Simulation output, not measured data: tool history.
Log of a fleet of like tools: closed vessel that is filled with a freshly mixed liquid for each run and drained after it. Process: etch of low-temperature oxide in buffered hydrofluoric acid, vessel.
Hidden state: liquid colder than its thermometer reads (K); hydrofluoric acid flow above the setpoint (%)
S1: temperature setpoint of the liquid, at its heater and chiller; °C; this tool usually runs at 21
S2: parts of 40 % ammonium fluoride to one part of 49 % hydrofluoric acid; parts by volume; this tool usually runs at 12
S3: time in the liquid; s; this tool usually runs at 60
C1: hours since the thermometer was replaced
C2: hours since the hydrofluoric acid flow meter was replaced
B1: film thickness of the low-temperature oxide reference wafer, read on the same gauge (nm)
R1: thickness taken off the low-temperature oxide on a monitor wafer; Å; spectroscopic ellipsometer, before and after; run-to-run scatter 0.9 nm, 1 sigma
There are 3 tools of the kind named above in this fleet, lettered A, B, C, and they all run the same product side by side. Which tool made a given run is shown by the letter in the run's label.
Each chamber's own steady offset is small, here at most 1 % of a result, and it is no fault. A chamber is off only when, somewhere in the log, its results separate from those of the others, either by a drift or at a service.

run	day	S1	S2	S3	C1	C2	B1	R1
1C	0.2	21	12	60	237.3	194.1	99.946	948.38
2B	0.392	21	12	60	2312.3	169.1	100	957.76
3A	0.667	21	12	60	203.4	659.8	100.03	961.82
4C	0.946	21	12	60	255.2	212	100.02	945.67
5B	1.1	21	12	60	2329.3	186.1	100.02	942.7
6A	1.238	21	12	60	217.1	673.5	99.983	954.25
7A	1.475	21	12	60	222.8	679.2	100.03	954.19
8C	1.604	21	12	60	271	227.8	100.03	943.06
9B	1.838	21	12	60	2347	203.8	100.01	935.35
10B	2.083	21	14.5	60	2352.9	209.7	100.01	790.58
11A	2.321	21	14.5	60	243.1	699.5	99.989	800.81
12C	2.579	21	14.5	60	294.4	251.2	99.994	789.6
13A	2.771	21	12	60	253.9	710.3	100	952.03
14B	3	21	12	30	2374.9	231.7	100.03	480.79
15C	3.188	21	12	30	309	265.8	100.01	474.23
16B	3.421	21	12	30	2385	241.8	99.994	488.57
17A	3.7	18.5	12	60	276.2	732.6	100.05	850.32
18C	3.892	18.5	12	60	325.9	282.7	100.03	823.07
19A	4.158	18.5	12	60	287.2	743.6	100	828.26
20B	4.404	21	12	60	2408.6	265.4	100.03	996.63
21C	4.55	21	12	60	341.7	298.5	100.03	943.34
22B	4.788	21	12	60	2417.8	274.6	99.978	963.29
23C	5.058	21	12	60	353.9	310.7	100.04	948.12
24A	5.275	21	12	60	314	770.4	99.982	953.31
25C	5.504	21	9	60	364.6	321.4	100.03	1218.1
26A	5.762	21	9	60	325.7	782.1	99.956	1223.9
27B	5.971	21	9	60	2446.2	303	99.97	1281.7
28C	6.108	18	15	60	379.1	335.9	100.02	636.71
29A	6.346	18	15	60	339.7	796.1	99.982	653.89
30B	6.583	18	15	60	2460.9	317.7	100	682.73
31B	6.871	21	12	60	2467.8	324.6	99.994	1003.3
32C	7.004	21	12	60	400.6	357.4	100.05	954.47
33A	7.158	21	12	60	359.2	815.6	99.975	941.68
34C	7.421	26	12	60	410.6	367.4	100.04	1258.1
35A	7.554	26	12	60	368.7	825.1	100.01	1253.3
36B	7.796	26	12	60	2490	346.8	100.02	1343.6
37B	8.067	21	12	60	2496.5	353.3	100	1015.9
38C	8.292	21	12	60	431.5	388.3	100.02	941.2
39A	8.533	21	12	60	392.2	848.6	99.973	973.32
40C	8.671	21	12	60	440.6	397.4	99.969	948.96
41B	8.904	21	12	60	2516.6	373.4	100.04	1028.2
42A	9.179	22.5	12	70	407.7	864.1	99.987	1204.1
43C	9.433	22.5	12	70	458.9	415.7	100.01	1203.2
44A	9.6	22.5	12	70	417.8	874.2	100.02	1218.1

Predict what each chamber gives when all 3 of them run the settings below next.
45A	9.808	21	8	60				?
45B	9.808	21	8	60				?
45C	9.808	21	8	60				?

run	R1
45A	1400.1
45B	1506.6
45C	1378.7
